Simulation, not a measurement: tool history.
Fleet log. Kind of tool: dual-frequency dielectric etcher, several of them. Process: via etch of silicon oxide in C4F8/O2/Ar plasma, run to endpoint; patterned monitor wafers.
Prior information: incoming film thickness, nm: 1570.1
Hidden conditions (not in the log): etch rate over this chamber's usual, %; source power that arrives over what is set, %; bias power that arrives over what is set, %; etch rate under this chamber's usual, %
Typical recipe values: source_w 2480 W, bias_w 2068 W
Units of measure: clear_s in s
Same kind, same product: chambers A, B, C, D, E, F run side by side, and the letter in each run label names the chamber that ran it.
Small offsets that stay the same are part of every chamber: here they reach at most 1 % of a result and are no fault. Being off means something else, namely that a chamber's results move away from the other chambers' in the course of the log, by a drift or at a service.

run   hour  source_w  bias_w  hours since the last wet clean  hours since the last source power generator calibration  hours since the last bias power generator calibration  clear_s
       9.1  -- chamber C: bias power generator calibrated
 1D   11.9      2480    2068                           606.4                                                   2404.2                                                  837.1   280.85
 2A   18.5      2480    2068                           354.4                                                    285.1                                                 1839.6   279.73
      22.4  -- chamber D: wet clean of the chamber
 3F   29.7      2480    2068                           477.2                                                   1547.0                                                 1809.1   278.19
 4C   37.6      2480    2068                            76.9                                                    863.7                                                   28.6   280.75
 5E   47.9      2480    2068                           125.8                                                   1093.2                                                 1939.8   279.35
 6B   58.0      2480    2068                           216.8                                                    339.6                                                  440.8   279.89
 7B   63.6      2480    2068                           222.4                                                    345.2                                                  446.4   281.67
 8E   69.2      2480    2068                           147.1                                                   1114.5                                                 1961.1   279.39
 9F   79.6      2480    2068                           527.1                                                   1596.9                                                 1859.0   280.49
10A   85.7      2480    2068                           421.6                                                    352.3                                                 1906.8   281.40
11C   97.8      2480    2068                           137.1                                                    923.9                                                   88.8   281.29
12D  109.4      2480    2068                            87.0                                                   2501.7                                                  934.6   280.57
13F  121.7      2480    2068                           569.2                                                   1639.0                                                 1901.1   280.79
14B  129.0      2780    2068                           287.8                                                    410.6                                                  511.8   268.01
     134.2  -- chamber A: wet clean of the chamber
15C  140.6      2780    2068                           179.9                                                    966.7                                                  131.6   266.56
16E  151.9      2780    2068                           229.8                                                   1197.2                                                 2043.8   267.08
     154.9  -- chamber F: wet clean of the chamber
     155.3  -- chamber B: wet clean of the chamber
17A  157.8      2780    2068                            23.7                                                    424.4                                                 1978.9   269.69
18D  168.9      2780    2068                           146.5                                                   2561.2                                                  994.1   269.29
19D  177.0      2780    2068                           154.6                                                   2569.3                                                 1002.2   270.22
20C  188.9      2480    2068                           228.2                                                   1015.0                                                  179.9   281.89
21F  198.3      3050    2068                            43.4                                                   1715.6                                                 1977.7   257.33
22B  210.3      3050    2068                            55.1                                                    491.9                                                  593.1   260.03
23E  216.0      3050    2068                           293.9                                                   1261.3                                                 2107.9   257.01
24A  224.7      3050    2068                            90.6                                                    491.3                                                 2045.8   257.91
25E  236.3      3050    2068                           314.2                                                   1281.6                                                 2128.2   254.82
26B  242.4      3050    2068                            87.2                                                    524.0                                                  625.2   258.16
27A  253.5      2480    2068                           119.4                                                    520.1                                                 2074.6   279.15
28F  259.6      2480    2068                           104.7                                                   1776.9                                                 2039.0   279.57
29D  270.4      2480    2068                           248.0                                                   2662.7                                                 1095.6   281.60
30C  279.2      2480    2068                           318.5                                                   1105.3                                                  270.2   280.37
31A  286.7      2480    2068                           152.6                                                    553.3                                                 2107.8   281.35
32F  294.5      2480    2068                           139.6                                                   1811.8                                                 2073.9   280.38
33B  302.5      2480    2068                           147.3                                                    584.1                                                  685.3   280.69
34C  312.3      2480    2068                           351.6                                                   1138.4                                                  303.3   280.09
35D  318.9      2800    2068                           296.5                                                   2711.2                                                 1144.1   269.69
36E  326.9      2800    2068                           404.8                                                   1372.2                                                 2218.8   262.64
37F  339.4      2800    2068                           184.5                                                   1856.7                                                 2118.8   267.31
38B  351.8      2800    2068                           196.6                                                    633.4                                                  734.6   264.34
39D  359.2      2800    2068                           336.8                                                   2751.5                                                 1184.4   266.35
40A  366.6      2800    2068                           232.5                                                    633.2                                                 2187.7   267.60

Is one chamber off against the others, does the gauge drift, or is nothing wrong? If a chamber is off, say which, and what the likeliest cause is.

Beyond each chamber's small constant offset nothing stands out, and the gauge stays steady.

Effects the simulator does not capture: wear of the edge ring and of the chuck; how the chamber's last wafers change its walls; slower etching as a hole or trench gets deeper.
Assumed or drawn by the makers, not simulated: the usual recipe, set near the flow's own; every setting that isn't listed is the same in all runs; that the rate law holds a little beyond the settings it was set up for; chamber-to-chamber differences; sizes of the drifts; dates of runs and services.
